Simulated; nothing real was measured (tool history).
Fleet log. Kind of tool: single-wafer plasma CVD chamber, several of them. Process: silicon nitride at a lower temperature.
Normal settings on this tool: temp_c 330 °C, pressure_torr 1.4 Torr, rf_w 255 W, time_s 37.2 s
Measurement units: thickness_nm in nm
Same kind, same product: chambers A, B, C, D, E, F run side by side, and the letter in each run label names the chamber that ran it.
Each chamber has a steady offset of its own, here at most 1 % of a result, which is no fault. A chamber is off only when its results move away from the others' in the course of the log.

run,day,temp_c,pressure_torr,rf_w,time_s,hours since the last thermocouple change,hours since the last RF generator calibration,hours since the last manometer calibration,"read-back reference wafer on the same gauge, thickness_nm",thickness_nm
1B,0.4,330,1.4,255,37.2,1549,1862.6,1854.8,32.808,37.831
2E,0.879,330,1.4,255,37.2,298.3,290,2239.8,32.793,37.79
3F,1.217,330,1.4,255,37.2,575.1,773.7,802.2,32.803,37.609
4D,1.521,330,1.4,255,37.2,171.7,688.7,853.2,32.793,37.807
5C,1.883,322,1.4,255,37.2,2246.8,515.8,2191.6,32.81,38.421
6A,2.304,322,1.4,255,37.2,1594.2,646.3,603.5,32.814,37.928
7B,2.733,322,1.4,255,37.2,1605,1918.6,1910.8,32.803,37.843
8C,3.062,322,1.4,255,37.2,2275.1,544.1,2219.9,32.789,38.3
9E,3.454,322,1.4,255,37.2,360.1,351.8,2301.6,32.789,37.849
10A,3.738,322,1.4,255,37.2,1628.6,680.7,637.9,32.805,37.817
11D,4.233,330,1.4,255,37.2,236.8,753.8,918.3,32.794,37.783
12F,4.621,330,1.4,255,37.2,656.8,855.4,883.9,32.802,37.498
13C,5.038,330,1.4,255,37.2,2322.5,591.5,2267.3,32.795,38.08
14E,5.425,330,1.4,255,37.2,407.4,399.1,2348.9,32.803,37.91
15A,5.892,330,1.4,255,37.2,1680.3,732.4,689.6,32.812,37.763
# day 6.142: chamber B: thermocouple changed; heater temperature recalibrated
16B,6.225,330,1.66,290,37.2,2,2002.4,1994.6,32.805,43.403
17F,6.629,330,1.66,290,37.2,705,903.6,932.1,32.808,43.089
18D,6.883,330,1.66,290,37.2,300.4,817.4,981.9,32.808,43.347
19F,7.162,330,1.66,290,37.2,717.8,916.4,944.9,32.787,43.034
20D,7.404,330,1.66,290,37.2,312.9,829.9,994.4,32.806,43.642
21E,7.829,330,1.66,290,37.2,465.1,456.8,2406.6,32.808,43.366
22A,8.092,330,1.4,255,37.2,1733.1,785.2,742.4,32.807,37.698
23B,8.479,330,1.4,255,32.3,56.1,2056.5,2048.7,32.791,32.764
24C,8.775,330,1.4,255,32.3,2412.2,681.2,2357,32.81,33.211
25D,9.062,330,1.4,255,32.3,352.7,869.7,1034.2,32.797,32.83
# day 9.262: chamber C: thermocouple changed; heater temperature recalibrated
26C,9.479,330,1.4,255,32.3,5.3,698.1,2373.9,32.808,33.24
27F,9.829,330,1.4,255,32.3,781.8,980.4,1008.9,32.795,32.445
28A,10.158,330,1.4,255,32.3,1782.7,834.8,792,32.804,32.806
# day 10.183: chamber A: RF generator calibrated
29E,10.446,330,1.4,220,37.2,527.9,519.6,2469.4,32.81,34.286
30B,10.912,330,1.4,220,37.2,114.5,2114.9,2107.1,32.798,34.085
31B,11.142,330,1.4,220,37.2,120,2120.4,2112.6,32.821,34.067
32C,11.567,330,1.4,220,37.2,55.4,748.2,2424,32.785,34.249
33A,11.871,330,1.4,220,37.2,1823.8,40.6,833.1,32.803,34.058
34D,12.108,330,1.4,220,37.2,425.8,942.8,1107.3,32.813,33.94
35F,12.367,330,1.4,255,37.2,842.7,1041.3,1069.8,32.825,37.152
36E,12.808,330,1.4,255,37.2,584.6,576.3,2526.1,32.786,37.944
37C,13.029,330,1.4,255,37.2,90.5,783.3,2459.1,32.784,38.183
38B,13.304,330,1.4,255,37.2,171.9,2172.3,2164.5,32.812,37.829
39E,13.742,330,1.4,255,37.2,607,598.7,2548.5,32.791,37.765
40D,14.138,330,1.4,255,37.2,474.5,991.5,1156,32.8,37.689
41F,14.533,330,1.57,255,37.2,894.7,1093.3,1121.8,32.825,38.168

For the next run the whole fleet of 6 chambers uses the same settings. Give each chamber's results:
42A,14.888,330,1.4,255,37.2,,,,,?
42B,14.888,330,1.4,255,37.2,,,,,?
42C,14.888,330,1.4,255,37.2,,,,,?
42D,14.888,330,1.4,255,37.2,,,,,?
42E,14.888,330,1.4,255,37.2,,,,,?
42F,14.888,330,1.4,255,37.2,,,,,?

run,thickness_nm
42A,37.741
42B,37.708
42C,38.004
42D,37.774
42E,37.899
42F,36.964
